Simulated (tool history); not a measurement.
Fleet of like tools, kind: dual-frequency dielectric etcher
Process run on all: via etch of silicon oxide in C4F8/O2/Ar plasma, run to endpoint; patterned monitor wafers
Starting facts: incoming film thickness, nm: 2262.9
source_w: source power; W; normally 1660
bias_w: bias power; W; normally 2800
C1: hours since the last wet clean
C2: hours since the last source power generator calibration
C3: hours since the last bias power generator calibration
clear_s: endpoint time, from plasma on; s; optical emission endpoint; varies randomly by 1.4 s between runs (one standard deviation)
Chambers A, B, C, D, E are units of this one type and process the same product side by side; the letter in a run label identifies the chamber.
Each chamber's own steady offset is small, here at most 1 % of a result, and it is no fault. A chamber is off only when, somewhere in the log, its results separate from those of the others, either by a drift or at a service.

run 1C hour=4.9 | source_w=1660 bias_w=2800 | C1=401.3 C2=1497.7 C3=708.4 | clear_s=431.85
run 2B hour=11.4 | source_w=1660 bias_w=2800 | C1=94.0 C2=3033.2 C3=2474.7 | clear_s=429.47
run 3D hour=19.4 | source_w=1660 bias_w=2800 | C1=30.8 C2=1764.2 C3=3450.5 | clear_s=435.64
run 4A hour=27.6 | source_w=1660 bias_w=2800 | C1=319.3 C2=73.4 C3=968.9 | clear_s=435.14
run 5E hour=36.8 | source_w=1660 bias_w=2800 | C1=219.6 C2=2599.2 C3=3006.9 | clear_s=436.06
-- hour=38.4 chamber C: wet clean of the chamber
run 6A hour=45.7 | source_w=1660 bias_w=2800 | C1=337.4 C2=91.5 C3=987.0 | clear_s=433.30
-- hour=51.2 chamber D: bias power generator calibrated
run 7B hour=51.3 | source_w=1660 bias_w=2800 | C1=133.9 C2=3073.1 C3=2514.6 | clear_s=429.84
run 8E hour=56.2 | source_w=1660 bias_w=2800 | C1=239.0 C2=2618.6 C3=3026.3 | clear_s=435.94
run 9D hour=61.9 | source_w=1660 bias_w=2800 | C1=73.3 C2=1806.7 C3=10.8 | clear_s=433.44
run 10C hour=71.1 | source_w=1660 bias_w=2800 | C1=32.7 C2=1563.9 C3=774.6 | clear_s=432.97
-- hour=75.9 chamber A: wet clean of the chamber
run 11C hour=78.9 | source_w=1490 bias_w=2800 | C1=40.5 C2=1571.7 C3=782.4 | clear_s=449.80
run 12E hour=83.7 | source_w=1490 bias_w=2800 | C1=266.5 C2=2646.1 C3=3053.8 | clear_s=454.45
run 13A hour=92.6 | source_w=1490 bias_w=2800 | C1=16.8 C2=138.4 C3=1033.9 | clear_s=449.54
run 14D hour=99.4 | source_w=1490 bias_w=2800 | C1=110.8 C2=1844.2 C3=48.3 | clear_s=450.83
run 15B hour=104.4 | source_w=1490 bias_w=2800 | C1=187.0 C2=3126.2 C3=2567.7 | clear_s=447.26
run 16B hour=111.9 | source_w=1660 bias_w=2800 | C1=194.5 C2=3133.7 C3=2575.2 | clear_s=429.95
run 17E hour=117.8 | source_w=1660 bias_w=2800 | C1=300.6 C2=2680.2 C3=3087.9 | clear_s=436.88
run 18A hour=122.6 | source_w=1660 bias_w=2800 | C1=46.8 C2=168.4 C3=1063.9 | clear_s=434.63
run 19D hour=132.2 | source_w=1660 bias_w=2800 | C1=143.6 C2=1877.0 C3=81.1 | clear_s=433.15
run 20C hour=140.6 | source_w=1790 bias_w=2154 | C1=102.2 C2=1633.4 C3=844.1 | clear_s=456.50
run 21B hour=148.1 | source_w=1790 bias_w=2154 | C1=230.7 C2=3169.9 C3=2611.4 | clear_s=453.19
run 22E hour=153.3 | source_w=1790 bias_w=2154 | C1=336.1 C2=2715.7 C3=3123.4 | clear_s=460.29
run 23A hour=162.1 | source_w=1790 bias_w=2154 | C1=86.3 C2=207.9 C3=1103.4 | clear_s=453.65
run 24C hour=171.0 | source_w=1790 bias_w=2154 | C1=132.6 C2=1663.8 C3=874.5 | clear_s=455.78
run 25D hour=179.8 | source_w=1660 bias_w=2800 | C1=191.2 C2=1924.6 C3=128.7 | clear_s=433.82
run 26A hour=185.1 | source_w=1660 bias_w=2800 | C1=109.3 C2=230.9 C3=1126.4 | clear_s=432.60
run 27D hour=191.2 | source_w=1460 bias_w=3379 | C1=202.6 C2=1936.0 C3=140.1 | clear_s=427.54
run 28C hour=201.3 | source_w=1460 bias_w=3379 | C1=162.9 C2=1694.1 C3=904.8 | clear_s=425.47
run 29B hour=206.6 | source_w=1460 bias_w=3379 | C1=289.2 C2=3228.4 C3=2669.9 | clear_s=428.79
run 30E hour=216.1 | source_w=1460 bias_w=3379 | C1=398.9 C2=2778.5 C3=3186.2 | clear_s=436.51
run 31C hour=223.8 | source_w=1460 bias_w=3379 | C1=185.4 C2=1716.6 C3=927.3 | clear_s=426.54
run 32E hour=232.7 | source_w=1340 bias_w=3181 | C1=415.5 C2=2795.1 C3=3202.8 | clear_s=459.67

For the next run the whole fleet of 5 chambers uses the same settings. Give each chamber's results:
run 33A hour=240.4 | source_w=1660 bias_w=3284 | clear_s=?
run 33B hour=240.4 | source_w=1660 bias_w=3284 | clear_s=?
run 33C hour=240.4 | source_w=1660 bias_w=3284 | clear_s=?
run 33D hour=240.4 | source_w=1660 bias_w=3284 | clear_s=?
run 33E hour=240.4 | source_w=1660 bias_w=3284 | clear_s=?

run=33A clear_s=411.89
run=33B clear_s=409.40
run=33C clear_s=409.62
run=33D clear_s=410.26
run=33E clear_s=421.70
